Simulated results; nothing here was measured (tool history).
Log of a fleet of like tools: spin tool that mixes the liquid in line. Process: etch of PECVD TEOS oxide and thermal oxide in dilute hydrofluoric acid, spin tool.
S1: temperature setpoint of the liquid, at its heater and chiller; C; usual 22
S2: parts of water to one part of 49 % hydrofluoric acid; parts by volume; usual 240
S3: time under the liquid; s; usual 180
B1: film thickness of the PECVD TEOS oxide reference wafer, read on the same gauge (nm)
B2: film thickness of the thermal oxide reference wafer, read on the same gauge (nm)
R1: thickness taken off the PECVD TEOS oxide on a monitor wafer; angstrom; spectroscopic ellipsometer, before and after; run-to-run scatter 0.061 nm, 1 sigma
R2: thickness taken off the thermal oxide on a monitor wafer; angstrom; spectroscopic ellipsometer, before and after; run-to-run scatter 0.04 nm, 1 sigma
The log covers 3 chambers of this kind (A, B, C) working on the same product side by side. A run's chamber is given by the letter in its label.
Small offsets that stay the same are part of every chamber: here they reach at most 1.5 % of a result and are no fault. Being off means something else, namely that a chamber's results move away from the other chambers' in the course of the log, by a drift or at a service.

run	hour	S1	S2	S3	B1	B2	R1	R2
1C	8.1	22	240	180	59.967	40.025	81.787	29.678
2A	14.1	22	240	180	60.005	39.999	81.303	29.248
3B	23.8	22	240	180	60.023	40.007	83.369	29.282
4A	29.3	22	240	180	59.965	40	81.989	29.894
5C	34.9	22	240	180	60.008	39.979	81.563	29.974
6B	42.6	22	240	180	59.99	40.028	81.515	30.027
7C	48	22	240	180	59.985	39.994	81.89	29.431
8B	57.9	22	240	180	60.009	40.022	82.107	29.376
9A	67.1	22	240	180	59.998	40.018	81.865	29.484
10C	74.5	22	240	180	60.001	40.03	82.544	28.499
11B	86.9	22	240	180	60.003	39.964	82.513	29.283
12A	93.7	22	240	180	60.015	40.004	82.519	29.475
13A	103.1	22	355	235	60.003	39.99	64.961	23.12
14C	111.5	22	355	235	59.977	40.014	64.577	23.385
15B	122.9	22	355	235	60.026	40.001	64.912	23.068
16C	129.6	22	240	180	59.985	40.018	82.682	29.374
17B	135.6	22	280	225	60	40.007	85.071	31.201
18A	147.7	22	280	225	60.032	39.995	85.325	31.199
# hour 155.9: chamber B: hydrofluoric acid flow meter replaced
19C	158.4	22	280	225	59.994	40.025	84.286	30.96
20A	165.2	22	240	180	59.993	39.987	83.017	29.974
21B	175.4	22	240	180	60.002	39.984	81.104	29.074
22C	184.4	22	205	180	60.028	40.012	98.823	35.411
23B	195.6	22	205	180	59.995	40.017	97.792	35.363
24A	207.3	22	205	180	59.975	39.99	99.405	35.94
25A	217.1	22	240	180	59.991	39.991	83.691	30.022
26B	227.6	22	240	180	60.005	39.978	79.454	28.303
27C	236.6	22	240	180	59.992	40.036	82.799	29.789
28C	242.7	22	240	180	60.02	40.046	82.668	28.78
29A	250.3	22	240	180	60.016	40.016	81.927	29.403
# hour 256.6: chamber C: thermometer replaced
30B	258.7	22	240	180	60	39.98	80.599	28.821
31B	269.8	22	240	180	60.006	40.025	80.473	28.803
32A	281.9	22	240	180	59.981	40.019	82.38	30.008
33C	287.9	22	240	180	59.988	40.053	81.93	29.905
34C	293.4	22	240	180	60.003	40.017	83.11	29.699
35B	299	22	240	180	60.004	40.032	78.092	28.448
36A	311.4	24	340	180	59.975	40.013	55.92	20.493
37B	320.3	24	340	180	60.011	39.959	54.83	19.524
38C	328.7	24	340	180	59.992	40.043	56.424	20.269
39A	337.4	22	240	180	60.014	40.015	82.031	29.597
40B	344.5	22	325	180	60.021	40	54.292	19.637
41C	351.9	22	325	180	59.996	39.982	56.275	19.761
42A	362.6	22	325	180	59.992	40.013	55.904	20.477
43C	369.2	22	240	180	59.991	39.977	82.294	29.909
44A	376.9	22	240	180	60.026	40.023	80.663	29.75

Has any chamber moved away from the others, gradually or after a service, or does the common gauge drift, or do the chambers differ only by their own small steady offsets? State the chamber and the most likely cause if one applies.

It is chamber B that slowly wanders off from its peers.
What lies behind it: liquid colder than its thermometer reads (K) = 1.32.

Here are 4 candidates for chamber B's next run, each the usual settings with a change, their results left as question marks. Which one brings its results back in line with what the others give on the usual settings?
In-line tolerance around the mean of the other chambers on the usual settings: R1 2.1 angstrom; R2 1.4 angstrom
45B-1	385.9	22	250	170			?	?
45B-2	385.9	22	230	190			?	?
45B-3	385.9	22	245	175			?	?
45B-4	385.9	22	235	185			?	?

Mean of the other chambers on the usual settings: R1 82.327 angstrom; R2 29.594 angstrom
run	R1	R2
45B-1	69.843	25.37
45B-2	86.396	31.382
45B-3	73.696	26.769
45B-4	81.96	29.771
Change 45B-4 lands the chamber within the allowed miss of the other chambers.
